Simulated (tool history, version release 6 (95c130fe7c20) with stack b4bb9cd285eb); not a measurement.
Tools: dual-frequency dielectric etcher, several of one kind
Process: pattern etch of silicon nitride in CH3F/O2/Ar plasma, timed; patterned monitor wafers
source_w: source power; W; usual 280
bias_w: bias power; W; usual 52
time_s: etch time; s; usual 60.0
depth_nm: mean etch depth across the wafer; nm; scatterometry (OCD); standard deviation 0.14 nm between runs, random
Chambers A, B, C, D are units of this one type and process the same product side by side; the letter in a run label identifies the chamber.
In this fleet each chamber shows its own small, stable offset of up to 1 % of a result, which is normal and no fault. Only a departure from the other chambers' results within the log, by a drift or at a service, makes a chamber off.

| run | day | source_w | bias_w | time_s | hours since the last wet clean | hours since the last source power generator calibration | hours since the last bias power generator calibration | read-back reference wafer on the same gauge, depth_nm | depth_nm |
|---|---|---|---|---|---|---|---|---|---|
| 1B | 0.258 | 280 | 52 | 60.0 | 210.7 | 2450.3 | 396.9 | 38.592 | 33.067 |
| 2A | 0.412 | 280 | 52 | 60.0 | 109.6 | 1470.0 | 3479.7 | 38.609 | 33.111 |
| 3C | 0.604 | 280 | 52 | 60.0 | 137.5 | 2495.0 | 2284.4 | 38.643 | 32.831 |
| 4D | 0.758 | 280 | 52 | 60.0 | 347.1 | 731.7 | 1743.0 | 38.601 | 33.295 |
| 5C | 1.088 | 280 | 52 | 60.0 | 149.1 | 2506.6 | 2296.0 | 38.621 | 32.919 |
| 6D | 1.292 | 280 | 52 | 60.0 | 359.9 | 744.5 | 1755.8 | 38.613 | 33.026 |
| 7A | 1.517 | 280 | 52 | 60.0 | 136.1 | 1496.5 | 3506.2 | 38.616 | 32.553 |
| 8B | 1.804 | 280 | 52 | 60.0 | 247.8 | 2487.4 | 434.0 | 38.624 | 33.303 |
| 9A | 2.017 | 280 | 52 | 60.0 | 148.1 | 1508.5 | 3518.2 | 38.654 | 32.942 |
| 10B | 2.296 | 330 | 44 | 60.0 | 259.6 | 2499.2 | 445.8 | 38.577 | 33.284 |
| 11C | 2.508 | 330 | 44 | 60.0 | 183.2 | 2540.7 | 2330.1 | 38.568 | 32.994 |
| 12D | 2.792 | 330 | 44 | 60.0 | 395.9 | 780.5 | 1791.8 | 38.590 | 33.699 |
| 13A | 3.108 | 330 | 44 | 60.0 | 174.3 | 1534.7 | 3544.4 | 38.618 | 33.224 |
| 14D | 3.267 | 280 | 52 | 60.0 | 407.3 | 791.9 | 1803.2 | 38.586 | 33.181 |
| 15B | 3.571 | 280 | 52 | 60.0 | 290.2 | 2529.8 | 476.4 | 38.591 | 32.767 |
|  | 3.658 | chamber D: wet clean of the chamber |
| 16C | 3.808 | 280 | 52 | 54.5 | 214.4 | 2571.9 | 2361.3 | 38.583 | 29.685 |
| 17D | 4.088 | 280 | 52 | 54.5 | 10.3 | 811.6 | 1822.9 | 38.591 | 30.187 |
| 18A | 4.254 | 280 | 52 | 54.5 | 201.8 | 1562.2 | 3571.9 | 38.630 | 30.264 |
| 19B | 4.571 | 280 | 52 | 54.5 | 314.2 | 2553.8 | 500.4 | 38.566 | 30.035 |
| 20C | 4.896 | 280 | 52 | 60.0 | 240.5 | 2598.0 | 2387.4 | 38.597 | 32.961 |
| 21A | 5.058 | 280 | 52 | 60.0 | 221.1 | 1581.5 | 3591.2 | 38.582 | 33.502 |
| 22C | 5.212 | 280 | 52 | 60.0 | 248.1 | 2605.6 | 2395.0 | 38.627 | 32.866 |
| 23D | 5.450 | 280 | 52 | 60.0 | 43.0 | 844.3 | 1855.6 | 38.590 | 33.357 |
| 24B | 5.700 | 250 | 60 | 60.0 | 341.3 | 2580.9 | 527.5 | 38.612 | 33.181 |
| 25D | 5.979 | 250 | 60 | 60.0 | 55.7 | 857.0 | 1868.3 | 38.618 | 33.346 |
| 26A | 6.171 | 250 | 60 | 60.0 | 247.8 | 1608.2 | 3617.9 | 38.607 | 33.682 |
| 27C | 6.504 | 250 | 60 | 60.0 | 279.1 | 2636.6 | 2426.0 | 38.569 | 33.150 |
| 28B | 6.821 | 280 | 52 | 60.0 | 368.2 | 2607.8 | 554.4 | 38.571 | 32.770 |
| 29D | 7.083 | 340 | 52 | 77.5 | 82.2 | 883.5 | 1894.8 | 38.593 | 46.286 |
| 30C | 7.354 | 340 | 52 | 77.5 | 299.5 | 2657.0 | 2446.4 | 38.563 | 45.384 |
| 31A | 7.604 | 340 | 52 | 77.5 | 282.2 | 1642.6 | 3652.3 | 38.566 | 47.673 |
| 32B | 7.896 | 340 | 52 | 77.5 | 394.0 | 2633.6 | 580.2 | 38.590 | 46.031 |

Decide between three cases: one chamber stands off from its peers, the gauge reading all wafers drifts, or nothing is wrong past each chamber's small offset. Where a chamber is off, say which and what most likely put it there.

It is chamber A that slowly wanders off from its peers.
Cause: etch rate over this chamber's usual, % = 3.28.

Below are 4 candidate recipes for chamber A's next run, each the usual settings with a change, their results shown as question marks. Which of them brings A's results back in line with what the other chambers give on the usual settings?
In line here means within this much of the mean the other chambers give on the usual settings: depth_nm 0.500 nm
| 33A-1 | 8.138 | 280 | 52 | 58.5 |  |  |  |  | ? |
| 33A-2 | 8.138 | 280 | 51 | 57.0 |  |  |  |  | ? |
| 33A-3 | 8.138 | 280 | 52 | 64.0 |  |  |  |  | ? |
| 33A-4 | 8.138 | 280 | 52 | 61.5 |  |  |  |  | ? |

The other chambers' mean on the usual settings: depth_nm 32.997 nm
| run | depth_nm |
|---|---|
| 33A-1 | 33.107 |
| 33A-2 | 32.058 |
| 33A-3 | 36.220 |
| 33A-4 | 34.805 |
The right change is 33A-1: it brings the chamber back within the allowed miss of the others.
